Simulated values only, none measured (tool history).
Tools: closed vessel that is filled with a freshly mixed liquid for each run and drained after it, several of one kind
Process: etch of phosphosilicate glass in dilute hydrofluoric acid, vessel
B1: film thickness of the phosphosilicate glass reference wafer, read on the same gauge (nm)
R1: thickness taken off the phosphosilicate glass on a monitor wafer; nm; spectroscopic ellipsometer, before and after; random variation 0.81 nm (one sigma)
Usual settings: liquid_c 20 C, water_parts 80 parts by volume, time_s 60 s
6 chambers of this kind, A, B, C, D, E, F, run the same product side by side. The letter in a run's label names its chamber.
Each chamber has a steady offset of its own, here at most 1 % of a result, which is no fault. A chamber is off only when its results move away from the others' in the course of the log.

run 1F hour=3.7 | liquid_c=20 water_parts=80 time_s=60 | B1=79.987 | R1=87.919
run 2E hour=6.5 | liquid_c=20 water_parts=80 time_s=60 | B1=79.999 | R1=88.159
run 3A hour=9 | liquid_c=20 water_parts=80 time_s=60 | B1=79.987 | R1=89.057
run 4B hour=13.6 | liquid_c=20 water_parts=80 time_s=60 | B1=80.018 | R1=89.541
run 5C hour=17.2 | liquid_c=20 water_parts=80 time_s=60 | B1=79.999 | R1=88.445
run 6D hour=22.8 | liquid_c=20 water_parts=80 time_s=35 | B1=79.991 | R1=52.263
run 7D hour=28.1 | liquid_c=20 water_parts=80 time_s=35 | B1=80.019 | R1=52.19
run 8E hour=32 | liquid_c=20 water_parts=80 time_s=35 | B1=80.004 | R1=52.67
run 9A hour=34.8 | liquid_c=20 water_parts=80 time_s=35 | B1=80.009 | R1=52.817
run 10C hour=37.5 | liquid_c=20 water_parts=80 time_s=35 | B1=79.987 | R1=52.451
run 11F hour=41.4 | liquid_c=20 water_parts=80 time_s=35 | B1=79.997 | R1=52.224
run 12B hour=45.6 | liquid_c=17 water_parts=100 time_s=60 | B1=79.995 | R1=62.653
run 13A hour=50.3 | liquid_c=17 water_parts=100 time_s=60 | B1=80.006 | R1=62.247
run 14C hour=54 | liquid_c=17 water_parts=100 time_s=60 | B1=80.014 | R1=61.947
run 15E hour=57.2 | liquid_c=17 water_parts=100 time_s=60 | B1=80 | R1=62.752
run 16F hour=61.2 | liquid_c=17 water_parts=100 time_s=60 | B1=79.989 | R1=61.618
run 17D hour=66.5 | liquid_c=17 water_parts=100 time_s=60 | B1=80.025 | R1=62.096
run 18B hour=71 | liquid_c=20 water_parts=80 time_s=60 | B1=80.019 | R1=89.523
run 19F hour=73.9 | liquid_c=20 water_parts=80 time_s=60 | B1=80.011 | R1=89.963
run 20D hour=78.4 | liquid_c=20 water_parts=80 time_s=60 | B1=80.031 | R1=88.602
run 21E hour=82.1 | liquid_c=20 water_parts=80 time_s=60 | B1=79.987 | R1=88.658
run 22A hour=85.6 | liquid_c=20 water_parts=80 time_s=60 | B1=80.005 | R1=89.153
run 23C hour=88.5 | liquid_c=20 water_parts=110 time_s=60 | B1=80.006 | R1=63.352
run 24B hour=91.2 | liquid_c=20 water_parts=110 time_s=60 | B1=80.003 | R1=63.383
run 25F hour=96.7 | liquid_c=20 water_parts=110 time_s=60 | B1=79.969 | R1=63.411
run 26B hour=102.2 | liquid_c=20 water_parts=110 time_s=60 | B1=80.004 | R1=63.237
run 27E hour=106.9 | liquid_c=20 water_parts=110 time_s=60 | B1=80.018 | R1=59.367
run 28A hour=112.7 | liquid_c=20 water_parts=110 time_s=60 | B1=80.01 | R1=62.956
run 29D hour=118.2 | liquid_c=20 water_parts=80 time_s=60 | B1=79.98 | R1=89.778
run 30C hour=121.6 | liquid_c=20 water_parts=80 time_s=60 | B1=80.026 | R1=88.973
run 31E hour=125.6 | liquid_c=20 water_parts=80 time_s=60 | B1=80.003 | R1=81.938
run 32A hour=129.4 | liquid_c=20 water_parts=80 time_s=60 | B1=79.983 | R1=91.375
run 33B hour=133.1 | liquid_c=20 water_parts=80 time_s=60 | B1=80.012 | R1=89.951
run 34C hour=136.4 | liquid_c=20 water_parts=80 time_s=60 | B1=79.984 | R1=89.327
run 35F hour=141.6 | liquid_c=20 water_parts=80 time_s=60 | B1=79.972 | R1=89.12
run 36D hour=146.5 | liquid_c=20 water_parts=80 time_s=60 | B1=80.017 | R1=90.9
run 37D hour=149.6 | liquid_c=20 water_parts=80 time_s=60 | B1=79.987 | R1=89.811
run 38A hour=152.8 | liquid_c=20 water_parts=80 time_s=60 | B1=80.029 | R1=90.808
run 39E hour=156.4 | liquid_c=20 water_parts=80 time_s=60 | B1=79.997 | R1=79.99
run 40B hour=160.3 | liquid_c=20 water_parts=80 time_s=60 | B1=80.022 | R1=89.184
run 41F hour=164.2 | liquid_c=20 water_parts=80 time_s=60 | B1=80.015 | R1=89.932
run 42C hour=167.5 | liquid_c=20 water_parts=80 time_s=60 | B1=79.992 | R1=90.403
run 43D hour=172.1 | liquid_c=20 water_parts=80 time_s=60 | B1=80.025 | R1=89.306

Is one chamber off against the others, does the gauge drift, or is nothing wrong? If a chamber is off, say which, and what the likeliest cause is.

Chamber E drifts away from the others.
Cause: hydrofluoric acid flow below the setpoint (%) = 10.7.
The log may not tell that from: liquid colder than its thermometer reads (K).

Here are 4 candidates for chamber E's next run, each the usual settings with a change, their results left as question marks. Which one brings its results back in line with what the others give on the usual settings?
In line means no further than this from the other chambers' mean on the usual settings: R1 2.8 nm
run 44E-1 hour=176.3 | liquid_c=23 water_parts=80 time_s=60 | R1=?
run 44E-2 hour=176.3 | liquid_c=20 water_parts=70 time_s=65 | R1=?
run 44E-3 hour=176.3 | liquid_c=20 water_parts=90 time_s=60 | R1=?
run 44E-4 hour=176.3 | liquid_c=19.5 water_parts=80 time_s=50 | R1=?

The other chambers' mean on the usual settings: R1 89.589 nm
run=44E-1 R1=89.584
run=44E-2 R1=99.466
run=44E-3 R1=69.693
run=44E-4 R1=64.801
44E-1 brings the chamber back in line.
